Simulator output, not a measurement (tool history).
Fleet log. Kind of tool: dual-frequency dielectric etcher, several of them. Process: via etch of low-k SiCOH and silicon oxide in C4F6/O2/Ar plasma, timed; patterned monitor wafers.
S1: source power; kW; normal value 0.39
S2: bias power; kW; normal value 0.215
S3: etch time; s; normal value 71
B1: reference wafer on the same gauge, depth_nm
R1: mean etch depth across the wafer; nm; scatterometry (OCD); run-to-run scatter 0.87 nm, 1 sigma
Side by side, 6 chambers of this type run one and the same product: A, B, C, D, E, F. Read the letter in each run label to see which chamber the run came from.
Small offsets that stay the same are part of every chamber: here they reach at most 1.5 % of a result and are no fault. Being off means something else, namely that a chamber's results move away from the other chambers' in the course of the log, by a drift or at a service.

-- day=0.196 chamber F: wet clean of the chamber
run 1B day=0.233 | S1=0.39 S2=0.215 S3=71 | B1=199.92 | R1=209.6
run 2A day=0.412 | S1=0.39 S2=0.215 S3=71 | B1=200.22 | R1=208.23
run 3E day=0.567 | S1=0.39 S2=0.215 S3=71 | B1=200.06 | R1=207.7
run 4F day=0.858 | S1=0.39 S2=0.215 S3=71 | B1=200.08 | R1=211.24
run 5D day=1.058 | S1=0.39 S2=0.215 S3=71 | B1=199.98 | R1=210.43
-- day=1.204 chamber E: wet clean of the chamber
run 6C day=1.321 | S1=0.39 S2=0.215 S3=71 | B1=199.87 | R1=208.9
run 7D day=1.521 | S1=0.39 S2=0.215 S3=71 | B1=199.95 | R1=208.3
run 8C day=1.712 | S1=0.39 S2=0.215 S3=71 | B1=199.94 | R1=208.99
run 9F day=1.85 | S1=0.39 S2=0.215 S3=71 | B1=199.94 | R1=210.17
run 10A day=2.071 | S1=0.39 S2=0.215 S3=71 | B1=199.75 | R1=206.49
run 11E day=2.283 | S1=0.39 S2=0.215 S3=71 | B1=199.78 | R1=208.35
run 12B day=2.554 | S1=0.39 S2=0.215 S3=71 | B1=200.1 | R1=210.44
run 13F day=2.775 | S1=0.39 S2=0.215 S3=71 | B1=199.88 | R1=211.05
run 14E day=3.017 | S1=0.39 S2=0.215 S3=71 | B1=199.93 | R1=206.95
run 15C day=3.308 | S1=0.39 S2=0.215 S3=71 | B1=199.9 | R1=209.94
run 16A day=3.575 | S1=0.39 S2=0.215 S3=71 | B1=200.04 | R1=208.89
run 17D day=3.767 | S1=0.39 S2=0.215 S3=71 | B1=200.17 | R1=208.68
run 18B day=3.942 | S1=0.39 S2=0.215 S3=71 | B1=199.99 | R1=210.06
run 19B day=4.1 | S1=0.39 S2=0.215 S3=71 | B1=199.82 | R1=209.33
-- day=4.267 chamber D: source power generator calibrated
run 20C day=4.358 | S1=0.39 S2=0.215 S3=71 | B1=199.94 | R1=209.01
-- day=4.525 chamber E: bias power generator calibrated
run 21F day=4.567 | S1=0.3 S2=0.215 S3=62.5 | B1=199.92 | R1=168.8
run 22A day=4.708 | S1=0.3 S2=0.215 S3=62.5 | B1=200.02 | R1=165.46
-- day=4.858 chamber E: source power generator calibrated
run 23D day=4.996 | S1=0.3 S2=0.215 S3=62.5 | B1=199.82 | R1=167.26
run 24E day=5.204 | S1=0.3 S2=0.215 S3=62.5 | B1=200.01 | R1=164.92
run 25C day=5.358 | S1=0.3 S2=0.215 S3=62.5 | B1=200.16 | R1=165.28
run 26A day=5.488 | S1=0.3 S2=0.215 S3=62.5 | B1=200.04 | R1=165.65
run 27D day=5.683 | S1=0.39 S2=0.259 S3=71 | B1=199.93 | R1=223.4
run 28F day=5.875 | S1=0.39 S2=0.259 S3=71 | B1=200.05 | R1=222.98
run 29E day=6.1 | S1=0.39 S2=0.259 S3=71 | B1=200.04 | R1=220.99
run 30B day=6.342 | S1=0.39 S2=0.259 S3=71 | B1=199.91 | R1=223.93
run 31F day=6.488 | S1=0.39 S2=0.259 S3=71 | B1=200.02 | R1=223.76
run 32D day=6.629 | S1=0.39 S2=0.259 S3=71 | B1=199.78 | R1=224.82
run 33C day=6.862 | S1=0.39 S2=0.215 S3=71 | B1=200.06 | R1=208.72
run 34E day=7.138 | S1=0.35 S2=0.215 S3=71 | B1=200.22 | R1=199.21
run 35A day=7.267 | S1=0.35 S2=0.215 S3=71 | B1=200.21 | R1=199.85
run 36B day=7.55 | S1=0.35 S2=0.215 S3=71 | B1=200 | R1=201.34
run 37D day=7.838 | S1=0.35 S2=0.215 S3=71 | B1=199.89 | R1=201.21
run 38E day=8.004 | S1=0.35 S2=0.215 S3=71 | B1=199.85 | R1=198.91

Which is it: a chamber that has drifted or been left off by a service, a gauge drift common to all chambers, or only each chamber's usual small offset? If a chamber is off, name it and its likeliest cause.

All chambers stay in line apart from their small fixed offsets, and the gauge does not drift.
